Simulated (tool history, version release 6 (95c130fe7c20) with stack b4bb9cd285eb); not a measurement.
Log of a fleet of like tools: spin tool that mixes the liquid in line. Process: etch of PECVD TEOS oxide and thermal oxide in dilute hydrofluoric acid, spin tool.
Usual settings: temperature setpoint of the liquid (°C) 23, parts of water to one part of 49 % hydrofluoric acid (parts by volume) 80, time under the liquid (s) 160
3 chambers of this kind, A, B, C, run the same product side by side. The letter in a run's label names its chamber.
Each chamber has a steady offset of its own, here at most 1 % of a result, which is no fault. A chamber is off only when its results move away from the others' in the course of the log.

| run | hour | temperature setpoint of the liquid (°C) | parts of water to one part of 49 % hydrofluoric acid (parts by volume) | time under the liquid (s) | hours since the thermometer was replaced | hours since the hydrofluoric acid flow meter was replaced | read-back film thickness of the PECVD TEOS oxide reference wafer, read on the same gauge (nm) | read-back film thickness of the thermal oxide reference wafer, read on the same gauge (nm) | thickness taken off the PECVD TEOS oxide on a monitor wafer (Å) | thickness taken off the thermal oxide on a monitor wafer (Å) |
|---|---|---|---|---|---|---|---|---|---|---|
| 1A | 10.9 | 23 | 80 | 160 | 51.2 | 1494.5 | 129.98 | 90.022 | 288.22 | 93.969 |
| 2B | 23.4 | 23 | 80 | 160 | 79.9 | 380.8 | 130 | 89.982 | 288.13 | 93.693 |
| 3C | 34.9 | 23 | 80 | 160 | 1404.5 | 308 | 129.99 | 89.958 | 285.16 | 92.674 |
| 4B | 43.4 | 23 | 80 | 160 | 99.9 | 400.8 | 129.98 | 90.041 | 288.52 | 93.164 |
| 5A | 53 | 23 | 80 | 160 | 93.3 | 1536.6 | 130 | 89.956 | 287.42 | 93.965 |
| 6C | 61.9 | 23 | 80 | 160 | 1431.5 | 335 | 130.04 | 89.999 | 284.47 | 92.722 |
| 7C | 69.4 | 23 | 80 | 160 | 1439 | 342.5 | 130 | 89.999 | 285.26 | 91.724 |
| 8A | 81 | 23 | 80 | 160 | 121.3 | 1564.6 | 129.98 | 89.993 | 289.04 | 92.449 |
| 9B | 93.1 | 23 | 80 | 65 | 149.6 | 450.5 | 130 | 89.973 | 116.96 | 37.912 |
| 10C | 104.1 | 23 | 80 | 65 | 1473.7 | 377.2 | 129.97 | 89.971 | 116.28 | 37.451 |
| 11B | 111.3 | 23 | 80 | 65 | 167.8 | 468.7 | 129.99 | 89.997 | 117.68 | 37.96 |
| 12A | 119.2 | 23 | 45 | 160 | 159.5 | 1602.8 | 130.03 | 90.038 | 533.04 | 170.62 |
| 13B | 132.1 | 23 | 45 | 160 | 188.6 | 489.5 | 130 | 90.024 | 532.46 | 170.79 |
| 14A | 140.8 | 23 | 45 | 160 | 181.1 | 1624.4 | 130.01 | 89.967 | 529.12 | 174.33 |
| 15C | 149.4 | 23 | 80 | 160 | 1519 | 422.5 | 130.03 | 90.03 | 287.18 | 92.575 |
| 16C | 162.4 | 23 | 80 | 160 | 1532 | 435.5 | 129.99 | 90.005 | 284.98 | 92.692 |
| 17A | 172.5 | 23 | 80 | 160 | 212.8 | 1656.1 | 129.99 | 90.012 | 288.97 | 94.865 |
| 18B | 178.3 | 18.5 | 110 | 160 | 234.8 | 535.7 | 130 | 89.982 | 168.74 | 54.776 |
| 19A | 188.3 | 18.5 | 110 | 160 | 228.6 | 1671.9 | 130 | 90.016 | 170.25 | 54.648 |
| 20C | 194.9 | 18.5 | 110 | 160 | 1564.5 | 468 | 130 | 89.971 | 168.5 | 54.091 |
| 21B | 207.6 | 23 | 80 | 160 | 264.1 | 565 | 130 | 90.009 | 286.74 | 93.912 |
| 22A | 216.9 | 23 | 80 | 160 | 257.2 | 1700.5 | 129.99 | 90.01 | 288.78 | 93.977 |
| 23C | 225.8 | 23 | 80 | 160 | 1595.4 | 498.9 | 130 | 89.995 | 286.42 | 92.577 |
| 24B | 232.1 | 23 | 80 | 160 | 288.6 | 589.5 | 129.98 | 90.001 | 288.31 | 93.309 |

Is one chamber off against the others, does the gauge drift, or is nothing wrong? If a chamber is off, say which, and what the likeliest cause is.

No chamber stands off beyond its own small offset, and the gauge holds steady.
